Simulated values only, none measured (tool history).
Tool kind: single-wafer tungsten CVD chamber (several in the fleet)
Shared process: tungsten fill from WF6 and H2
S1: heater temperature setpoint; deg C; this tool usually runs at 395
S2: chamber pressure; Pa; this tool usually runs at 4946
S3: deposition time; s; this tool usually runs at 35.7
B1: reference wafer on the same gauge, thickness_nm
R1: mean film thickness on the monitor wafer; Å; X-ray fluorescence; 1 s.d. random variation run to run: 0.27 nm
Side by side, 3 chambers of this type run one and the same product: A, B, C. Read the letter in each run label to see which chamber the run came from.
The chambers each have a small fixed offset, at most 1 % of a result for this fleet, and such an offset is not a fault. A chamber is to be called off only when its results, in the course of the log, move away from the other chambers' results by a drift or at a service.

run	hour	S1	S2	S3	B1	R1
1B	5.8	395	4946	35.7	107.01	1043.1
2A	14.8	395	4946	35.7	106.99	1044.5
3C	20.3	395	4946	35.7	107.03	1032.2
4A	28.9	395	4946	35.7	106.97	1042.5
5C	34.4	402	4946	35.7	106.99	1178.7
6B	42.6	402	4946	35.7	107.01	1188.1
7B	49.8	402	4946	35.7	107	1182.5
8A	55.2	395	4946	35.7	106.97	1044.2
9C	63.8	395	4946	35.7	107.02	1032.5
10A	70	395	4946	35.7	106.95	1047.2
11C	74.1	395	4946	35.7	107	1038
12B	78.4	395	4946	35.7	107.01	1036
13C	84.2	395	4946	35.7	106.98	1035.3
14A	92.2	395	4946	35.7	106.96	1040.3
15B	97.8	395	4946	35.7	106.98	1040.2
16B	102.1	395	4946	35.7	106.96	1045.4
17A	109.2	395	5640	29.2	107.02	906.82
18C	114.5	395	5640	29.2	107	899.42
19A	119	395	5640	29.2	106.99	906.5
20C	125.4	395	4946	35.7	106.96	1031.3
# hour 127.8: chamber C: capacitance manometer re-zeroed and calibrated
21B	130	395	4946	35.7	106.93	1039.6
22B	137.1	395	4946	35.7	106.96	1041.4
23C	142.9	395	4946	35.7	106.96	1019.6
24A	149.5	395	4946	35.7	107.05	1044.5
25B	158.2	395	4253	35.7	107.01	969.46
26C	163.5	395	4253	35.7	107	950.36
27A	168.7	395	4253	35.7	107.01	974.64
28A	176.8	395	4946	35.7	107.03	1044.6
29B	183.7	395	4946	33.5	107	978.34
30C	189.2	395	4946	33.5	106.94	953.75
31A	194.7	395	4946	33.5	107	979.77
32B	200.1	395	4946	35.7	106.91	1042.5
33C	208.5	395	4946	35.7	107	1020.1
34A	216.2	395	4946	35.7	107.03	1042.2
35B	220.3	395	4946	35.7	106.96	1043.1
36C	226	395	4946	35.7	106.96	1019.2
37A	231.5	395	4946	35.7	107.04	1041.8
38B	238.3	395	4946	35.7	107.06	1040.7
39C	245.5	395	4946	35.7	107	1017.2
40A	254	395	4946	35.7	107.04	1043.2
41B	260.6	395	4946	35.7	107.07	1042.3
42C	265.7	395	5720	35.7	106.96	1089.9

Is one chamber out of step, is the gauge drifting, or do the chambers differ by no more than their own small offsets? For an off chamber, give its letter and the likeliest cause.

A service left chamber C off against the others.
Cause: true pressure below the setpoint (%) = 3.5.

Here are 4 candidates for chamber C's next run, each the usual settings with a change, their results left as question marks. Which one brings its results back in line with what the others give on the usual settings?
Maximum distance from the other chambers' mean on the usual settings for a result to count as in line: R1 9.4 Å
43C-1	272.3	395	4946	35.9		?
43C-2	272.3	395	4946	34.8		?
43C-3	272.3	396	4960	35.9		?
43C-4	272.3	395	4920	35.5		?

Mean of the other chambers on the usual settings: R1 1042.8 Å
run	R1
43C-1	1022.6
43C-2	991.12
43C-3	1043.5
43C-4	1008.6
Change 43C-3 lands the chamber within the allowed miss of the other chambers.

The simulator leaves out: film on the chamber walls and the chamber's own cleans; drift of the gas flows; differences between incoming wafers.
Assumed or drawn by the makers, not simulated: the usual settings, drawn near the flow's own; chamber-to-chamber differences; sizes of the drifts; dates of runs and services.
